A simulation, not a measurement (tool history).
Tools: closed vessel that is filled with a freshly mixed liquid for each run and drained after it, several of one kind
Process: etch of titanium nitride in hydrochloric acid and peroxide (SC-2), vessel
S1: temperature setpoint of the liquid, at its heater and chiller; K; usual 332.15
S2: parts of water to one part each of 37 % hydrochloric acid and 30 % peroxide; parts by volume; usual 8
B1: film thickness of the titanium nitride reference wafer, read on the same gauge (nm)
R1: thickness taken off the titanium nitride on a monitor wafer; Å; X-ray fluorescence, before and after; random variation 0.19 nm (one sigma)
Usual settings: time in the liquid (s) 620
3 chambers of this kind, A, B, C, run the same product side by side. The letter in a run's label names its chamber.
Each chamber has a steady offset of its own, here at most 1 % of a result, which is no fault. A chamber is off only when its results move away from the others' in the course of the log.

run 1B day=0.267 | S1=332.15 S2=8 time_in_the_liquid_(s)=620 | B1=109.99 | R1=315.64
run 2C day=0.667 | S1=332.15 S2=8 time_in_the_liquid_(s)=620 | B1=110 | R1=311.09
-- day=0.942 chamber A: new drum of peroxide connected
run 3A day=1.175 | S1=332.15 S2=8 time_in_the_liquid_(s)=620 | B1=110 | R1=309.71
run 4C day=1.471 | S1=332.15 S2=8 time_in_the_liquid_(s)=620 | B1=110.01 | R1=310.74
run 5B day=1.938 | S1=332.15 S2=8 time_in_the_liquid_(s)=620 | B1=109.99 | R1=310.46
run 6A day=2.275 | S1=332.15 S2=8 time_in_the_liquid_(s)=620 | B1=110 | R1=307.78
run 7C day=2.808 | S1=332.15 S2=8 time_in_the_liquid_(s)=620 | B1=109.99 | R1=311.52
run 8B day=3.067 | S1=332.15 S2=8 time_in_the_liquid_(s)=620 | B1=110.01 | R1=314.75
run 9A day=3.4 | S1=332.15 S2=8 time_in_the_liquid_(s)=620 | B1=109.99 | R1=306.9
run 10C day=3.7 | S1=332.15 S2=6 time_in_the_liquid_(s)=620 | B1=110.01 | R1=393.45
run 11A day=4.029 | S1=332.15 S2=6 time_in_the_liquid_(s)=620 | B1=109.99 | R1=385.76
run 12B day=4.446 | S1=332.15 S2=6 time_in_the_liquid_(s)=620 | B1=110.02 | R1=393.86
run 13C day=4.892 | S1=336.65 S2=8 time_in_the_liquid_(s)=620 | B1=110.01 | R1=413.14
-- day=5.329 chamber A: thermometer replaced
run 14B day=5.379 | S1=336.65 S2=8 time_in_the_liquid_(s)=620 | B1=110 | R1=415.5
run 15A day=5.867 | S1=336.65 S2=8 time_in_the_liquid_(s)=620 | B1=109.97 | R1=407.39
-- day=5.95 chamber B: thermometer replaced
run 16A day=6.358 | S1=332.15 S2=8 time_in_the_liquid_(s)=620 | B1=110.01 | R1=310.55
run 17B day=6.746 | S1=332.15 S2=8 time_in_the_liquid_(s)=620 | B1=110 | R1=313.69
run 18C day=7.146 | S1=332.15 S2=8 time_in_the_liquid_(s)=620 | B1=110.01 | R1=313.28
run 19B day=7.517 | S1=332.15 S2=8 time_in_the_liquid_(s)=620 | B1=110 | R1=310.73
run 20C day=7.921 | S1=332.15 S2=8 time_in_the_liquid_(s)=620 | B1=110.01 | R1=314.49
run 21A day=8.279 | S1=332.15 S2=8 time_in_the_liquid_(s)=455 | B1=110.01 | R1=224.38
run 22B day=8.554 | S1=332.15 S2=8 time_in_the_liquid_(s)=455 | B1=110 | R1=232.24
run 23C day=8.875 | S1=332.15 S2=8 time_in_the_liquid_(s)=455 | B1=110.01 | R1=233.28
run 24A day=9.167 | S1=332.15 S2=8 time_in_the_liquid_(s)=620 | B1=110.01 | R1=307.28
run 25C day=9.408 | S1=332.15 S2=8 time_in_the_liquid_(s)=620 | B1=110.01 | R1=320.02
run 26B day=9.846 | S1=336.15 S2=8 time_in_the_liquid_(s)=620 | B1=110.01 | R1=404.06
run 27A day=10.246 | S1=336.15 S2=8 time_in_the_liquid_(s)=620 | B1=110.01 | R1=393.1
run 28A day=10.671 | S1=336.15 S2=8 time_in_the_liquid_(s)=620 | B1=110 | R1=391.21
run 29B day=11.183 | S1=332.15 S2=8 time_in_the_liquid_(s)=620 | B1=109.99 | R1=314.53
run 30C day=11.558 | S1=332.15 S2=8 time_in_the_liquid_(s)=620 | B1=110 | R1=323.09
run 31B day=11.796 | S1=332.15 S2=8 time_in_the_liquid_(s)=620 | B1=110 | R1=313.43
run 32A day=12.146 | S1=332.15 S2=8 time_in_the_liquid_(s)=620 | B1=110.01 | R1=306.9
run 33C day=12.408 | S1=332.15 S2=8 time_in_the_liquid_(s)=620 | B1=110.01 | R1=324.61
run 34A day=12.788 | S1=332.15 S2=8 time_in_the_liquid_(s)=620 | B1=109.98 | R1=307.3
run 35C day=13.071 | S1=332.15 S2=8 time_in_the_liquid_(s)=620 | B1=110.01 | R1=323.21
run 36B day=13.596 | S1=332.15 S2=8 time_in_the_liquid_(s)=620 | B1=110 | R1=315.35

What goes on in this fleet: one chamber off, a drifting gauge, or nothing beyond the chambers' own small offsets? Name the chamber and the cause, if any.

Chamber C drifts away from the others.
Cause: liquid hotter than its thermometer reads (K) = 0.757.
The log may not tell that from: chemicals flow above the setpoint (%).

Here are 4 candidates for chamber C's next run, each the usual settings with a change, their results left as question marks. Which one brings its results back in line with what the others give on the usual settings?
In line means no further than this from the other chambers' mean on the usual settings: R1 6.6 Å
run 37C-1 day=13.979 | S1=332.65 S2=8 time_in_the_liquid_(s)=630 | R1=?
run 37C-2 day=13.979 | S1=332.15 S2=8 time_in_the_liquid_(s)=615 | R1=?
run 37C-3 day=13.979 | S1=332.15 S2=8 time_in_the_liquid_(s)=625 | R1=?
run 37C-4 day=13.979 | S1=332.15 S2=8.5 time_in_the_liquid_(s)=620 | R1=?

The other chambers' mean on the usual settings: R1 310.79 Å
run=37C-1 R1=340.07
run=37C-2 R1=321.93
run=37C-3 R1=327.16
run=37C-4 R1=308.85
37C-4 brings the chamber back in line.

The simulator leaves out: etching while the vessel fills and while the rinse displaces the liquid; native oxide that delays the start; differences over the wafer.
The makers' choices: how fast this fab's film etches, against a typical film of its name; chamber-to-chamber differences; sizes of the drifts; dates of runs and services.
